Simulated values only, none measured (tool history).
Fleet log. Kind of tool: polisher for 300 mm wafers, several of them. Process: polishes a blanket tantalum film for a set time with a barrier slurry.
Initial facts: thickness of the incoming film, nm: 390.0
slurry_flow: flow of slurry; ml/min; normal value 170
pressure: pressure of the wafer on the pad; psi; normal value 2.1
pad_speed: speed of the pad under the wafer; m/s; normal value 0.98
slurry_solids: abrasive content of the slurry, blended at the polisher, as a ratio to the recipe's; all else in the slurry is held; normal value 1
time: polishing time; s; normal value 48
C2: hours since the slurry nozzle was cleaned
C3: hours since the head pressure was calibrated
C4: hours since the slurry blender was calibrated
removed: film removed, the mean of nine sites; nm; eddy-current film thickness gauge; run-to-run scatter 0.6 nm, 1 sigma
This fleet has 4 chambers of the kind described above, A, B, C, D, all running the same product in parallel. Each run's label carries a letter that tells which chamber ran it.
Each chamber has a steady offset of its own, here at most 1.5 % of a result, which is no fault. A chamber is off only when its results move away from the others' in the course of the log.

run 1A hour=10.0 | slurry_flow=170 pressure=2.1 pad_speed=0.98 slurry_solids=1 time=48 | wafers_polished_on_this_pad=657 C2=159.8 C3=842.0 C4=129.0 | removed=77.862
-- hour=11.1 chamber D: worn pad replaced by a new one
run 2D hour=22.9 | slurry_flow=170 pressure=2.1 pad_speed=0.98 slurry_solids=1 time=48 | wafers_polished_on_this_pad=173 C2=680.2 C3=194.2 C4=114.1 | removed=77.905
-- hour=30.8 chamber C: worn pad replaced by a new one
run 3B hour=33.3 | slurry_flow=170 pressure=2.1 pad_speed=0.98 slurry_solids=1 time=48 | wafers_polished_on_this_pad=1003 C2=285.4 C3=216.7 C4=192.5 | removed=78.866
-- hour=43.8 chamber B: worn pad replaced by a new one
-- hour=43.9 chamber C: slurry blender recalibrated
run 4C hour=45.6 | slurry_flow=170 pressure=2.1 pad_speed=0.98 slurry_solids=1 time=48 | wafers_polished_on_this_pad=217 C2=443.9 C3=278.4 C4=1.7 | removed=77.460
run 5C hour=56.2 | slurry_flow=170 pressure=2.1 pad_speed=0.98 slurry_solids=1 time=32 | wafers_polished_on_this_pad=373 C2=454.5 C3=289.0 C4=12.3 | removed=50.660
-- hour=59.3 chamber A: worn pad replaced by a new one
run 6B hour=65.9 | slurry_flow=170 pressure=2.1 pad_speed=0.98 slurry_solids=1 time=32 | wafers_polished_on_this_pad=325 C2=318.0 C3=249.3 C4=225.1 | removed=52.077
-- hour=70.5 chamber D: slurry nozzle cleaned
run 7D hour=81.6 | slurry_flow=170 pressure=2.1 pad_speed=0.98 slurry_solids=1 time=32 | wafers_polished_on_this_pad=1036 C2=11.1 C3=252.9 C4=172.8 | removed=51.939
-- hour=90.3 chamber A: head pressure recalibrated
run 8A hour=94.4 | slurry_flow=170 pressure=2.1 pad_speed=0.98 slurry_solids=1 time=32 | wafers_polished_on_this_pad=516 C2=244.2 C3=4.2 C4=213.4 | removed=51.293
-- hour=102.0 chamber C: slurry nozzle cleaned
-- hour=102.8 chamber D: worn pad replaced by a new one
-- hour=104.9 chamber A: slurry blender recalibrated
run 9C hour=110.3 | slurry_flow=170 pressure=2.1 pad_speed=0.98 slurry_solids=1 time=48 | wafers_polished_on_this_pad=1168 C2=8.4 C3=343.1 C4=66.4 | removed=76.403
-- hour=114.4 chamber A: slurry nozzle cleaned
run 10D hour=117.4 | slurry_flow=170 pressure=2.1 pad_speed=0.98 slurry_solids=1 time=48 | wafers_polished_on_this_pad=214 C2=46.9 C3=288.7 C4=208.6 | removed=76.960
-- hour=117.7 chamber C: worn pad replaced by a new one
-- hour=120.1 chamber B: worn pad replaced by a new one
-- hour=126.8 chamber B: slurry nozzle cleaned
run 11B hour=133.7 | slurry_flow=170 pressure=2.1 pad_speed=0.98 slurry_solids=1 time=48 | wafers_polished_on_this_pad=200 C2=7.0 C3=317.1 C4=292.9 | removed=78.010
-- hour=145.0 chamber A: worn pad replaced by a new one
run 12A hour=145.6 | slurry_flow=170 pressure=2.1 pad_speed=0.98 slurry_solids=1 time=48 | wafers_polished_on_this_pad=9 C2=31.2 C3=55.4 C4=40.7 | removed=77.738
run 13D hour=153.9 | slurry_flow=170 pressure=2.1 pad_speed=0.98 slurry_solids=1 time=48 | wafers_polished_on_this_pad=751 C2=83.4 C3=325.2 C4=245.1 | removed=76.932
run 14A hour=164.9 | slurry_flow=170 pressure=2.1 pad_speed=0.98 slurry_solids=1 time=48 | wafers_polished_on_this_pad=293 C2=50.5 C3=74.7 C4=60.0 | removed=78.498
-- hour=168.4 chamber D: head pressure recalibrated
-- hour=173.1 chamber D: slurry blender recalibrated
run 15C hour=177.0 | slurry_flow=170 pressure=2.1 pad_speed=0.98 slurry_solids=1 time=48 | wafers_polished_on_this_pad=871 C2=75.1 C3=409.8 C4=133.1 | removed=76.734
run 16B hour=189.3 | slurry_flow=170 pressure=2.1 pad_speed=0.98 slurry_solids=1 time=48 | wafers_polished_on_this_pad=1018 C2=62.6 C3=372.7 C4=348.5 | removed=76.684
-- hour=194.9 chamber C: worn pad replaced by a new one
-- hour=196.3 chamber D: worn pad replaced by a new one
run 17B hour=202.4 | slurry_flow=170 pressure=2.1 pad_speed=0.98 slurry_solids=1 time=48 | wafers_polished_on_this_pad=1210 C2=75.7 C3=385.8 C4=361.6 | removed=77.940
-- hour=208.9 chamber B: worn pad replaced by a new one
run 18C hour=210.4 | slurry_flow=170 pressure=2.1 pad_speed=0.98 slurry_solids=1 time=48 | wafers_polished_on_this_pad=228 C2=108.5 C3=443.2 C4=166.5 | removed=76.867
run 19A hour=220.0 | slurry_flow=170 pressure=2.1 pad_speed=0.98 slurry_solids=1 time=48 | wafers_polished_on_this_pad=1103 C2=105.6 C3=129.8 C4=115.1 | removed=77.411
run 20D hour=227.4 | slurry_flow=170 pressure=2.1 pad_speed=0.98 slurry_solids=1 time=48 | wafers_polished_on_this_pad=458 C2=156.9 C3=59.1 C4=54.3 | removed=72.402
-- hour=234.6 chamber A: worn pad replaced by a new one
run 21B hour=240.0 | slurry_flow=230 pressure=2.1 pad_speed=0.70 slurry_solids=1 time=48 | wafers_polished_on_this_pad=458 C2=113.3 C3=423.4 C4=399.2 | removed=57.274
run 22C hour=250.4 | slurry_flow=230 pressure=2.1 pad_speed=0.70 slurry_solids=1 time=48 | wafers_polished_on_this_pad=816 C2=148.5 C3=483.2 C4=206.5 | removed=56.824
run 23D hour=258.2 | slurry_flow=230 pressure=2.1 pad_speed=0.70 slurry_solids=1 time=48 | wafers_polished_on_this_pad=911 C2=187.7 C3=89.9 C4=85.1 | removed=54.397
run 24A hour=269.9 | slurry_flow=230 pressure=2.1 pad_speed=0.70 slurry_solids=1 time=48 | wafers_polished_on_this_pad=520 C2=155.5 C3=179.7 C4=165.0 | removed=57.795
-- hour=272.5 chamber C: worn pad replaced by a new one
run 25B hour=281.8 | slurry_flow=170 pressure=2.1 pad_speed=0.98 slurry_solids=1 time=48 | wafers_polished_on_this_pad=1072 C2=155.1 C3=465.2 C4=441.0 | removed=78.731
-- hour=282.9 chamber D: worn pad replaced by a new one
-- hour=283.3 chamber B: worn pad replaced by a new one
run 26A hour=296.4 | slurry_flow=170 pressure=2.1 pad_speed=0.98 slurry_solids=1 time=48 | wafers_polished_on_this_pad=909 C2=182.0 C3=206.2 C4=191.5 | removed=77.014
-- hour=302.7 chamber A: slurry blender recalibrated
run 27C hour=305.8 | slurry_flow=170 pressure=2.1 pad_speed=0.98 slurry_solids=1 time=48 | wafers_polished_on_this_pad=489 C2=203.9 C3=538.6 C4=261.9 | removed=76.907
run 28D hour=313.2 | slurry_flow=170 pressure=2.1 pad_speed=0.98 slurry_solids=1 time=48 | wafers_polished_on_this_pad=446 C2=242.7 C3=144.9 C4=140.1 | removed=72.158
-- hour=320.7 chamber B: slurry blender recalibrated
run 29D hour=326.8 | slurry_flow=170 pressure=2.1 pad_speed=0.98 slurry_solids=1 time=48 | wafers_polished_on_this_pad=646 C2=256.3 C3=158.5 C4=153.7 | removed=73.343
-- hour=328.0 chamber A: worn pad replaced by a new one
-- hour=334.3 chamber A: slurry nozzle cleaned
run 30A hour=338.8 | slurry_flow=170 pressure=2.1 pad_speed=0.98 slurry_solids=1 time=48 | wafers_polished_on_this_pad=160 C2=4.6 C3=248.6 C4=36.2 | removed=78.170
run 31C hour=354.2 | slurry_flow=170 pressure=2.1 pad_speed=0.98 slurry_solids=1 time=48 | wafers_polished_on_this_pad=1200 C2=252.3 C3=587.0 C4=310.3 | removed=77.299
-- hour=364.7 chamber C: worn pad replaced by a new one
run 32B hour=367.9 | slurry_flow=170 pressure=2.1 pad_speed=0.98 slurry_solids=1 time=48 | wafers_polished_on_this_pad=1244 C2=241.2 C3=551.3 C4=47.3 | removed=77.097
-- hour=370.4 chamber B: worn pad replaced by a new one
-- hour=375.1 chamber D: worn pad replaced by a new one
run 33B hour=380.5 | slurry_flow=170 pressure=2.1 pad_speed=0.98 slurry_solids=1 time=48 | wafers_polished_on_this_pad=149 C2=253.8 C3=563.9 C4=59.9 | removed=77.966
run 34D hour=395.5 | slurry_flow=170 pressure=2.1 pad_speed=0.98 slurry_solids=1 time=48 | wafers_polished_on_this_pad=300 C2=325.0 C3=227.2 C4=222.4 | removed=71.897
run 35A hour=402.7 | slurry_flow=170 pressure=2.1 pad_speed=0.98 slurry_solids=1 time=48 | wafers_polished_on_this_pad=1099 C2=68.5 C3=312.5 C4=100.1 | removed=76.555
run 36C hour=412.1 | slurry_flow=170 pressure=2.1 pad_speed=0.98 slurry_solids=1 time=48 | wafers_polished_on_this_pad=696 C2=310.2 C3=644.9 C4=368.2 | removed=77.041

Predict what each chamber gives when all 4 of them run the settings below next.
run 37A hour=423.8 | slurry_flow=170 pressure=2.1 pad_speed=0.80 slurry_solids=1 time=48 | removed=?
run 37B hour=423.8 | slurry_flow=170 pressure=2.1 pad_speed=0.80 slurry_solids=1 time=48 | removed=?
run 37C hour=423.8 | slurry_flow=170 pressure=2.1 pad_speed=0.80 slurry_solids=1 time=48 | removed=?
run 37D hour=423.8 | slurry_flow=170 pressure=2.1 pad_speed=0.80 slurry_solids=1 time=48 | removed=?

run=37A removed=62.158
run=37B removed=63.820
run=37C removed=61.893
run=37D removed=59.722
